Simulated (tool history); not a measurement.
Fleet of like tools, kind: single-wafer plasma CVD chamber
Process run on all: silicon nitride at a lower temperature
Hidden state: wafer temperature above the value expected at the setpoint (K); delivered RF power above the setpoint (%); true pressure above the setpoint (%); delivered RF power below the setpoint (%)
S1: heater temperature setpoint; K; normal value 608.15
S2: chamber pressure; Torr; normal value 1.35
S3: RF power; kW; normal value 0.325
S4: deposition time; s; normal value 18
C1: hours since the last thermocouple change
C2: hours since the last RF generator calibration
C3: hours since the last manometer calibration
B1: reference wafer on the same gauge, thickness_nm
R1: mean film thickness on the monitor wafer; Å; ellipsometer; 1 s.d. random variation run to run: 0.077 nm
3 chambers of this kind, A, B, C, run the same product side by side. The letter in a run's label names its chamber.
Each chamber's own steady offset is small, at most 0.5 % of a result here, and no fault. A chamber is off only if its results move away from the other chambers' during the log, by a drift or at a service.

run   hour      S1    S2     S3    S4      C1      C2     C3      B1      R1
 1A    6.3  608.15  1.35  0.325    18    24.8     300  833.1  23.993  214.52
 2B   10.4  608.15  1.35  0.325    18     457   218.9  378.4  24.002  213.59
 3C   14.3  608.15  1.35  0.325    18  1178.1  1457.9  388.3  24.006  213.45
 4B   18.2  608.15  1.35  0.325    18   464.8   226.7  386.2  24.007  212.77
 5A   21.7  608.15  1.35  0.325    18    40.2   315.4  848.5  24.006  213.22
 6C   28.5  599.15  1.35  0.325    18  1192.3  1472.1  402.5  23.991  214.36
 7A   31.5  599.15  1.35  0.325    18      50   325.2  858.3  24.024  215.83
 8C   36.6  599.15  1.35  0.325    18  1200.4  1480.2  410.6  23.985  214.48
 9B   40.5  608.15  1.35  0.385  14.9   487.1     249  408.5  23.986  196.78
10A   45.6  608.15  1.35  0.385  14.9    64.1   339.3  872.4  24.006  196.16
11C   50.9  608.15  1.35  0.385  14.9  1214.7  1494.5  424.9  23.995  196.63
12B   54.4  608.15  1.35  0.325    18     501   262.9  422.4  23.976  212.48
13C   59.6  608.15  1.35  0.325    18  1223.4  1503.2  433.6  24.032  214.72
14A   64.3  608.15  1.35  0.325    18    82.8     358  891.1  23.992  213.04
15B   67.8  608.15  1.35  0.325    18   514.4   276.3  435.8  24.003  212.91
16A   72.1  608.15  1.35  0.325    18    90.6   365.8  898.9  23.995  214.67
17B   75.2  608.15  1.35  0.325    18   521.8   283.7  443.2  23.989  211.72
18C     80  608.15  1.35  0.325    18  1243.8  1523.6    454  23.992  213.38
19C   83.6  608.15  1.35  0.325    18  1247.4  1527.2  457.6  23.989  213.49
20B   89.7  608.15  1.35  0.325    18   536.3   298.2  457.7  24.022  212.16
21A   94.8  608.15  1.35  0.325    18   113.3   388.5  921.6  23.991  213.95
22A   98.4  608.15  1.35  0.325    18   116.9   392.1  925.2      24   212.9
23C  102.4  608.15  1.35  0.325    18  1266.2    1546  476.4  24.021  214.81
24B  107.4  608.15  1.35  0.325    18     554   315.9  475.4  23.999   210.1
25A  111.6  608.15  1.35  0.325    18   130.1   405.3  938.4  23.994  213.82

One chamber off, gauge drift, or nothing amiss beyond the chambers' own small offsets? If it is a chamber, which one, and what is the likeliest cause?

It is chamber B that slowly wanders off from its peers.
What lies behind it: delivered RF power below the setpoint (%) = 2.96.
The log might look much the same if the cause were instead: true pressure below the setpoint (%).

Here are 4 candidates for chamber B's next run, each the usual settings with a change, their results left as question marks. Which one brings its results back in line with what the others give on the usual settings?
Allowed miss from the other chambers' usual-settings mean, per result, to count as in line: R1 2.7 Å
26B-1  116.5  608.15  1.36  0.325  18.3                   ?
26B-2  116.5  608.15  1.33  0.315    18                   ?
26B-3  116.5  608.15  1.37   0.33  18.5                   ?
26B-4  116.5  608.15  1.35  0.325  17.2                   ?

Other chambers, usual settings, mean: R1 214.27 Å
  run      R1
26B-1  213.28
26B-2  204.19
26B-3  218.25
26B-4  200.07
26B-1 is the one that brings the chamber's results back in line with the other chambers.

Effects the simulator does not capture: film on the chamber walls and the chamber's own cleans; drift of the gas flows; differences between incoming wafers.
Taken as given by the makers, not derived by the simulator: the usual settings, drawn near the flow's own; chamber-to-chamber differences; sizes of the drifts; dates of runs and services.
